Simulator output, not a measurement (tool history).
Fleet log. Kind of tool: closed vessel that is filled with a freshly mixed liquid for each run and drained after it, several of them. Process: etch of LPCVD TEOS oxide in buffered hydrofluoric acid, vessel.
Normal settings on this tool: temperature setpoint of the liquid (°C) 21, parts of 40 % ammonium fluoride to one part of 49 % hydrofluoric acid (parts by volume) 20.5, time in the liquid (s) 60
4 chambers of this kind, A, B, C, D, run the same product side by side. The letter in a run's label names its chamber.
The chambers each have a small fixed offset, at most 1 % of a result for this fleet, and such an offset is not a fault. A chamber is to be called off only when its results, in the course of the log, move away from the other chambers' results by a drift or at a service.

| run | hour | temperature setpoint of the liquid (°C) | parts of 40 % ammonium fluoride to one part of 49 % hydrofluoric acid (parts by volume) | time in the liquid (s) | hours since the thermometer was replaced | hours since the hydrofluoric acid flow meter was replaced | read-back film thickness of the LPCVD TEOS oxide reference wafer, read on the same gauge (nm) | thickness taken off the LPCVD TEOS oxide on a monitor wafer (Å) |
|---|---|---|---|---|---|---|---|---|
| 1A | 5.7 | 21 | 20.5 | 60 | 931 | 943.9 | 119.98 | 760.83 |
| 2C | 11.9 | 21 | 20.5 | 60 | 648.1 | 188.2 | 119.98 | 767.44 |
| 3B | 15.7 | 21 | 20.5 | 60 | 642.1 | 649.6 | 119.98 | 762.96 |
| 4D | 18.7 | 21 | 20.5 | 60 | 243.5 | 1283.5 | 119.94 | 778.18 |
| 5C | 23.7 | 21 | 20.5 | 60 | 659.9 | 200 | 119.99 | 770.04 |
| 6D | 28.7 | 21 | 20.5 | 60 | 253.5 | 1293.5 | 120 | 773.41 |
| 7A | 34.8 | 21 | 20.5 | 60 | 960.1 | 973 | 119.98 | 778.93 |
| 8B | 38.1 | 21 | 20.5 | 60 | 664.5 | 672 | 119.95 | 764.09 |
| 9D | 44.3 | 21 | 20.5 | 80 | 269.1 | 1309.1 | 120.02 | 1035.2 |
| 10A | 49.6 | 21 | 20.5 | 80 | 974.9 | 987.8 | 119.99 | 1052.9 |
| 11C | 55.3 | 21 | 20.5 | 80 | 691.5 | 231.6 | 120.02 | 1017.5 |
| 12B | 59.9 | 21 | 20.5 | 80 | 686.3 | 693.8 | 119.99 | 1008.9 |
| 13D | 63.3 | 21 | 24 | 80 | 288.1 | 1328.1 | 119.99 | 918.53 |
| 14B | 67 | 21 | 24 | 80 | 693.4 | 700.9 | 120 | 912.93 |
| 15C | 71.2 | 21 | 24 | 80 | 707.4 | 247.5 | 120.02 | 913.97 |
| 16A | 76.8 | 21 | 24 | 80 | 1002.1 | 1015 | 120.03 | 964.48 |
| 17C | 82.3 | 21 | 20.5 | 60 | 718.5 | 258.6 | 119.99 | 765.07 |
| 18A | 86.3 | 21 | 20.5 | 60 | 1011.6 | 1024.5 | 120.05 | 806.17 |
| 19D | 89.4 | 21 | 20.5 | 60 | 314.2 | 1354.2 | 120 | 775.58 |
| 20B | 95.1 | 21 | 20.5 | 60 | 721.5 | 729 | 119.96 | 758.61 |
| 21C | 98 | 21 | 20.5 | 60 | 734.2 | 274.3 | 119.97 | 771.44 |
| 22D | 104.3 | 21 | 20.5 | 60 | 329.1 | 1369.1 | 120.02 | 772.09 |
| 23A | 110.2 | 21 | 20.5 | 60 | 1035.5 | 1048.4 | 120.04 | 821.1 |
| 24B | 113.1 | 21 | 20.5 | 60 | 739.5 | 747 | 120.02 | 755.79 |
| 25D | 117 | 21 | 20.5 | 60 | 341.8 | 1381.8 | 120.02 | 775.58 |
| 26A | 121.2 | 21 | 20.5 | 60 | 1046.5 | 1059.4 | 119.99 | 835.08 |
| 27B | 127.3 | 23 | 20.5 | 60 | 753.7 | 761.2 | 120.03 | 861.93 |
| 28C | 131.7 | 23 | 20.5 | 60 | 767.9 | 308 | 119.95 | 844.8 |
| 29A | 137.8 | 23 | 20.5 | 60 | 1063.1 | 1076 | 119.98 | 939.97 |
| 30D | 142.4 | 23 | 20.5 | 60 | 367.2 | 1407.2 | 120 | 868.08 |
| 31C | 146 | 21 | 20.5 | 60 | 782.2 | 322.3 | 120 | 765.41 |
| 32B | 152.2 | 21 | 20.5 | 60 | 778.6 | 786.1 | 119.98 | 767.49 |

Decide between three cases: one chamber stands off from its peers, the gauge reading all wafers drifts, or nothing is wrong past each chamber's small offset. Where a chamber is off, say which and what most likely put it there.

Little by little, chamber A moves away from the other chambers.
Most likely cause: liquid hotter than its thermometer reads (K) = 2.
It could be hard to tell apart here from: hydrofluoric acid flow above the setpoint (%).

Here are 4 candidates for chamber A's next run, each the usual settings with a change, their results left as question marks. Which one brings its results back in line with what the others give on the usual settings?
Allowed miss from the other chambers' usual-settings mean, per result, to count as in line: thickness taken off the LPCVD TEOS oxide on a monitor wafer (Å) 22
| 33A-1 | 156.9 | 23 | 20.5 | 60 |  |  |  | ? |
| 33A-2 | 156.9 | 21 | 21 | 55 |  |  |  | ? |
| 33A-3 | 156.9 | 19.5 | 23.5 | 60 |  |  |  | ? |
| 33A-4 | 156.9 | 21 | 17 | 60 |  |  |  | ? |

Usual-settings mean across the other chambers: thickness taken off the LPCVD TEOS oxide on a monitor wafer (Å) 766.92
| run | thickness taken off the LPCVD TEOS oxide on a monitor wafer (Å) |
|---|---|
| 33A-1 | 943.04 |
| 33A-2 | 761.61 |
| 33A-3 | 706.73 |
| 33A-4 | 1006.4 |
33A-2 puts the chamber back in line with the other chambers.
